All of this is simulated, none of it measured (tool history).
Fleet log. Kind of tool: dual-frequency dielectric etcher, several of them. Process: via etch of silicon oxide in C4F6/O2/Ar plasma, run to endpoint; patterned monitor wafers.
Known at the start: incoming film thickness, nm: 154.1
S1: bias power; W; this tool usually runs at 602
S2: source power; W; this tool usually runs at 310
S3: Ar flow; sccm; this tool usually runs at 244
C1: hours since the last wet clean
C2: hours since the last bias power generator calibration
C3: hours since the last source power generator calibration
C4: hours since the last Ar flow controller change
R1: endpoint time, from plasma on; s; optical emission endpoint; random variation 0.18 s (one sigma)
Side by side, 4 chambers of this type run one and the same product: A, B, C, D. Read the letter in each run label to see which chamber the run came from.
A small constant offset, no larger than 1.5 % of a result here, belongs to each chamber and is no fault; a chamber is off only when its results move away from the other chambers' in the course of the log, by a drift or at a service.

{"run": "1D", "hour": 3.4, "S1": 602, "S2": 310, "S3": 244, "C1": 164.6, "C2": 3988.1, "C3": 1458.3, "C4": 242.9, "R1": 33.671}
{"run": "2A", "hour": 6.2, "S1": 602, "S2": 310, "S3": 244, "C1": 92.0, "C2": 1377.5, "C3": 518.7, "C4": 1714.9, "R1": 34.071}
{"run": "3C", "hour": 10.3, "S1": 602, "S2": 310, "S3": 244, "C1": 230.9, "C2": 1221.6, "C3": 3031.0, "C4": 3829.2, "R1": 33.943}
{"run": "4B", "hour": 12.9, "S1": 602, "S2": 310, "S3": 244, "C1": 510.9, "C2": 1144.1, "C3": 1709.1, "C4": 3119.1, "R1": 33.427}
{"run": "5A", "hour": 16.4, "S1": 602, "S2": 310, "S3": 244, "C1": 102.2, "C2": 1387.7, "C3": 528.9, "C4": 1725.1, "R1": 34.361}
{"run": "6D", "hour": 18.8, "S1": 602, "S2": 310, "S3": 244, "C1": 180.0, "C2": 4003.5, "C3": 1473.7, "C4": 258.3, "R1": 33.871}
{"run": "7B", "hour": 22.0, "S1": 602, "S2": 310, "S3": 244, "C1": 520.0, "C2": 1153.2, "C3": 1718.2, "C4": 3128.2, "R1": 33.55}
{"run": "8C", "hour": 25.2, "S1": 602, "S2": 310, "S3": 244, "C1": 245.8, "C2": 1236.5, "C3": 3045.9, "C4": 3844.1, "R1": 33.859}
{"run": "9D", "hour": 27.3, "S1": 602, "S2": 310, "S3": 244, "C1": 188.5, "C2": 4012.0, "C3": 1482.2, "C4": 266.8, "R1": 33.794}
{"run": "10A", "hour": 31.8, "S1": 602, "S2": 310, "S3": 244, "C1": 117.6, "C2": 1403.1, "C3": 544.3, "C4": 1740.5, "R1": 34.272}
{"run": "11C", "hour": 35.4, "S1": 602, "S2": 310, "S3": 244, "C1": 256.0, "C2": 1246.7, "C3": 3056.1, "C4": 3854.3, "R1": 33.922}
{"run": "12B", "hour": 39.9, "S1": 602, "S2": 310, "S3": 244, "C1": 537.9, "C2": 1171.1, "C3": 1736.1, "C4": 3146.1, "R1": 34.111}
{"run": "13D", "hour": 44.1, "S1": 675, "S2": 240, "S3": 244, "C1": 205.3, "C2": 4028.8, "C3": 1499.0, "C4": 283.6, "R1": 35.819}
{"run": "14C", "hour": 47.1, "S1": 675, "S2": 240, "S3": 244, "C1": 267.7, "C2": 1258.4, "C3": 3067.8, "C4": 3866.0, "R1": 35.787}
{"run": "15A", "hour": 50.9, "S1": 675, "S2": 240, "S3": 244, "C1": 136.7, "C2": 1422.2, "C3": 563.4, "C4": 1759.6, "R1": 36.356}
{"run": "16B", "hour": 54.6, "S1": 675, "S2": 240, "S3": 244, "C1": 552.6, "C2": 1185.8, "C3": 1750.8, "C4": 3160.8, "R1": 35.557}
{"run": "17A", "hour": 57.3, "S1": 602, "S2": 310, "S3": 244, "C1": 143.1, "C2": 1428.6, "C3": 569.8, "C4": 1766.0, "R1": 34.59}
{"run": "18C", "hour": 59.8, "S1": 602, "S2": 310, "S3": 244, "C1": 280.4, "C2": 1271.1, "C3": 3080.5, "C4": 3878.7, "R1": 33.842}
{"run": "19B", "hour": 63.2, "S1": 602, "S2": 270, "S3": 280, "C1": 561.2, "C2": 1194.4, "C3": 1759.4, "C4": 3169.4, "R1": 36.047}
{"run": "20D", "hour": 66.3, "S1": 602, "S2": 270, "S3": 280, "C1": 227.5, "C2": 4051.0, "C3": 1521.2, "C4": 305.8, "R1": 36.425}
{"run": "21B", "hour": 69.8, "S1": 602, "S2": 270, "S3": 280, "C1": 567.8, "C2": 1201.0, "C3": 1766.0, "C4": 3176.0, "R1": 36.019}
{"run": "22D", "hour": 72.2, "S1": 602, "S2": 270, "S3": 280, "C1": 233.4, "C2": 4056.9, "C3": 1527.1, "C4": 311.7, "R1": 36.487}
{"run": "23C", "hour": 75.7, "S1": 602, "S2": 310, "S3": 244, "C1": 296.3, "C2": 1287.0, "C3": 3096.4, "C4": 3894.6, "R1": 34.308}
{"hour": 75.9, "done": "chamber B: wet clean of the chamber"}
{"run": "24A", "hour": 79.9, "S1": 602, "S2": 310, "S3": 244, "C1": 165.7, "C2": 1451.2, "C3": 592.4, "C4": 1788.6, "R1": 34.131}
{"run": "25C", "hour": 82.5, "S1": 602, "S2": 310, "S3": 244, "C1": 303.1, "C2": 1293.8, "C3": 3103.2, "C4": 3901.4, "R1": 34.709}
{"run": "26B", "hour": 86.7, "S1": 602, "S2": 310, "S3": 244, "C1": 10.8, "C2": 1217.9, "C3": 1782.9, "C4": 3192.9, "R1": 33.897}
{"run": "27A", "hour": 89.0, "S1": 602, "S2": 310, "S3": 244, "C1": 174.8, "C2": 1460.3, "C3": 601.5, "C4": 1797.7, "R1": 34.124}
{"run": "28D", "hour": 92.9, "S1": 602, "S2": 310, "S3": 244, "C1": 254.1, "C2": 4077.6, "C3": 1547.8, "C4": 332.4, "R1": 33.953}
{"run": "29A", "hour": 97.3, "S1": 602, "S2": 310, "S3": 244, "C1": 183.1, "C2": 1468.6, "C3": 609.8, "C4": 1806.0, "R1": 34.186}
{"run": "30C", "hour": 100.6, "S1": 602, "S2": 310, "S3": 244, "C1": 321.2, "C2": 1311.9, "C3": 3121.3, "C4": 3919.5, "R1": 34.753}
{"run": "31D", "hour": 103.9, "S1": 602, "S2": 310, "S3": 244, "C1": 265.1, "C2": 4088.6, "C3": 1558.8, "C4": 343.4, "R1": 33.962}
{"run": "32B", "hour": 107.1, "S1": 602, "S2": 310, "S3": 244, "C1": 31.2, "C2": 1238.3, "C3": 1803.3, "C4": 3213.3, "R1": 33.748}
{"run": "33C", "hour": 109.7, "S1": 602, "S2": 310, "S3": 244, "C1": 330.3, "C2": 1321.0, "C3": 3130.4, "C4": 3928.6, "R1": 35.055}
{"run": "34A", "hour": 114.2, "S1": 724, "S2": 310, "S3": 220, "C1": 200.0, "C2": 1485.5, "C3": 626.7, "C4": 1822.9, "R1": 31.508}
{"run": "35D", "hour": 117.0, "S1": 724, "S2": 310, "S3": 220, "C1": 278.2, "C2": 4101.7, "C3": 1571.9, "C4": 356.5, "R1": 31.162}
{"run": "36B", "hour": 119.9, "S1": 724, "S2": 310, "S3": 220, "C1": 44.0, "C2": 1251.1, "C3": 1816.1, "C4": 3226.1, "R1": 31.158}
{"run": "37D", "hour": 122.4, "S1": 724, "S2": 310, "S3": 220, "C1": 283.6, "C2": 4107.1, "C3": 1577.3, "C4": 361.9, "R1": 31.217}
{"run": "38B", "hour": 125.8, "S1": 602, "S2": 310, "S3": 244, "C1": 49.9, "C2": 1257.0, "C3": 1822.0, "C4": 3232.0, "R1": 33.888}
{"run": "39A", "hour": 128.6, "S1": 602, "S2": 310, "S3": 244, "C1": 214.4, "C2": 1499.9, "C3": 641.1, "C4": 1837.3, "R1": 34.31}
{"run": "40C", "hour": 130.8, "S1": 602, "S2": 310, "S3": 244, "C1": 351.4, "C2": 1342.1, "C3": 3151.5, "C4": 3949.7, "R1": 35.268}

All chambers now run identical settings, listed one chamber a line with results as question marks. What results will each chamber show?
{"run": "41A", "hour": 134.3, "S1": 683, "S2": 310, "S3": 244, "R1": "?"}
{"run": "41B", "hour": 134.3, "S1": 683, "S2": 310, "S3": 244, "R1": "?"}
{"run": "41C", "hour": 134.3, "S1": 683, "S2": 310, "S3": 244, "R1": "?"}
{"run": "41D", "hour": 134.3, "S1": 683, "S2": 310, "S3": 244, "R1": "?"}

run=41A R1=32.522
run=41B R1=32.370
run=41C R1=34.159
run=41D R1=32.479
